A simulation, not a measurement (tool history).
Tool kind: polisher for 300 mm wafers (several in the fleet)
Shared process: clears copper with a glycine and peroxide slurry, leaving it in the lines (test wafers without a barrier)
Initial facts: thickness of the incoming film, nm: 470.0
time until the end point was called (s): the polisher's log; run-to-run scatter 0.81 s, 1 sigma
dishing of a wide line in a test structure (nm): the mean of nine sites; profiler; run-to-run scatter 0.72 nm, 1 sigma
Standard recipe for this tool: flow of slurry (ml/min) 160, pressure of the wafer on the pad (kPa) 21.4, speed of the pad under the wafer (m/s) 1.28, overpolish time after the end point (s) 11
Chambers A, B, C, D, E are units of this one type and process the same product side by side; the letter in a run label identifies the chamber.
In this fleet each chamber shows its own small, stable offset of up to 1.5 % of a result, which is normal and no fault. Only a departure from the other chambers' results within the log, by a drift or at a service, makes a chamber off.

run    day  flow of slurry (ml/min)  pressure of the wafer on the pad (kPa)  speed of the pad under the wafer (m/s)  overpolish time after the end point (s)  time until the end point was called (s)  dishing of a wide line in a test structure (nm)
     0.075  -- chamber E: slurry nozzle cleaned
     0.158  -- chamber E: worn pad replaced by a new one
     0.179  -- chamber D: worn pad replaced by a new one
 1A  0.188                      160                                    21.4                                    1.28                                       11                                   54.982                                           61.356
     0.329  -- chamber C: worn pad replaced by a new one
 2C  0.442                      160                                    21.4                                    1.28                                       11                                   57.060                                           62.594
 3D  0.704                      160                                    21.4                                    1.28                                       11                                   55.276                                           60.825
 4E  0.975                      160                                    21.4                                    1.28                                       11                                   54.815                                           60.460
 5B  1.121                      160                                    21.4                                    1.28                                       11                                   55.729                                           61.489
 6B  1.308                      160                                    21.4                                    1.28                                       11                                   56.433                                           60.732
     1.508  -- chamber A: worn pad replaced by a new one
 7E  1.588                      160                                    21.4                                    1.28                                       11                                   56.591                                           61.053
 8C  1.833                      160                                    21.4                                    1.28                                       11                                   56.760                                           62.529
 9D  1.983                      200                                    21.4                                    1.28                                       11                                   54.214                                           63.048
10A  2.200                      200                                    21.4                                    1.28                                       11                                   54.120                                           62.368
11D  2.392                      200                                    21.4                                    1.28                                       11                                   54.120                                           63.420
12A  2.567                      200                                    21.4                                    1.28                                       11                                   52.737                                           63.280
     2.683  -- chamber A: head pressure recalibrated
     2.733  -- chamber B: worn pad replaced by a new one
13E  2.738                      200                                    21.4                                    1.28                                       11                                   53.959                                           63.076
     2.904  -- chamber E: worn pad replaced by a new one
14B  2.908                      160                                    17.9                                    1.52                                       11                                   57.812                                           59.498
15C  3.125                      160                                    17.9                                    1.52                                       11                                   56.163                                           60.903
     3.338  -- chamber B: slurry nozzle cleaned
     3.362  -- chamber D: worn pad replaced by a new one
16D  3.404                      160                                    17.9                                    1.52                                       11                                   56.370                                           59.629
     3.621  -- chamber A: worn pad replaced by a new one
17C  3.629                      160                                    17.9                                    1.52                                       11                                   55.881                                           58.782
18A  3.871                      160                                    17.9                                    1.52                                       11                                   55.894                                           60.252
19E  4.146                      160                                    21.4                                    1.28                                       11                                   53.580                                           60.647
20B  4.275                      160                                    21.4                                    1.28                                       11                                   54.229                                           61.239
21E  4.538                      160                                    21.4                                    1.28                                       11                                   54.609                                           61.280
22C  4.729                      160                                    21.4                                    1.28                                       11                                   53.788                                           60.528
23A  4.917                      160                                    21.4                                    1.28                                       11                                   54.363                                           61.078
     4.992  -- chamber C: worn pad replaced by a new one
24B  5.133                      160                                    21.4                                    1.28                                       11                                   55.767                                           61.967
     5.150  -- chamber A: slurry nozzle cleaned
     5.362  -- chamber A: worn pad replaced by a new one
25D  5.379                      160                                    21.4                                    1.28                                       11                                   56.847                                           59.845
26A  5.567                      160                                    21.4                                    1.28                                       11                                   55.234                                           61.524
     5.733  -- chamber E: worn pad replaced by a new one
27D  5.842                      160                                    21.4                                    1.28                                       11                                   55.034                                           61.746
28E  6.058                      160                                    21.4                                    1.28                                       11                                   54.253                                           60.823
29C  6.212                      160                                    21.4                                    1.28                                       11                                   53.801                                           62.853
     6.446  -- chamber D: worn pad replaced by a new one
30B  6.492                      160                                    21.4                                    1.28                                       11                                   54.335                                           60.603
31A  6.767                      160                                    21.4                                    1.28                                       11                                   54.090                                           61.606
32C  6.996                      160                                    21.4                                    1.28                                       11                                   55.034                                           61.136
33E  7.208                      160                                    21.4                                    1.28                                       11                                   54.973                                           61.279
34D  7.388                      160                                    18.6                                    1.28                                        7                                   61.968                                           38.153

Which is it: a chamber that has drifted or been left off by a service, a gauge drift common to all chambers, or only each chamber's usual small offset? If a chamber is off, name it and its likeliest cause.

No chamber is off and the gauge is stable; the differences are just each chamber's small, constant offset.
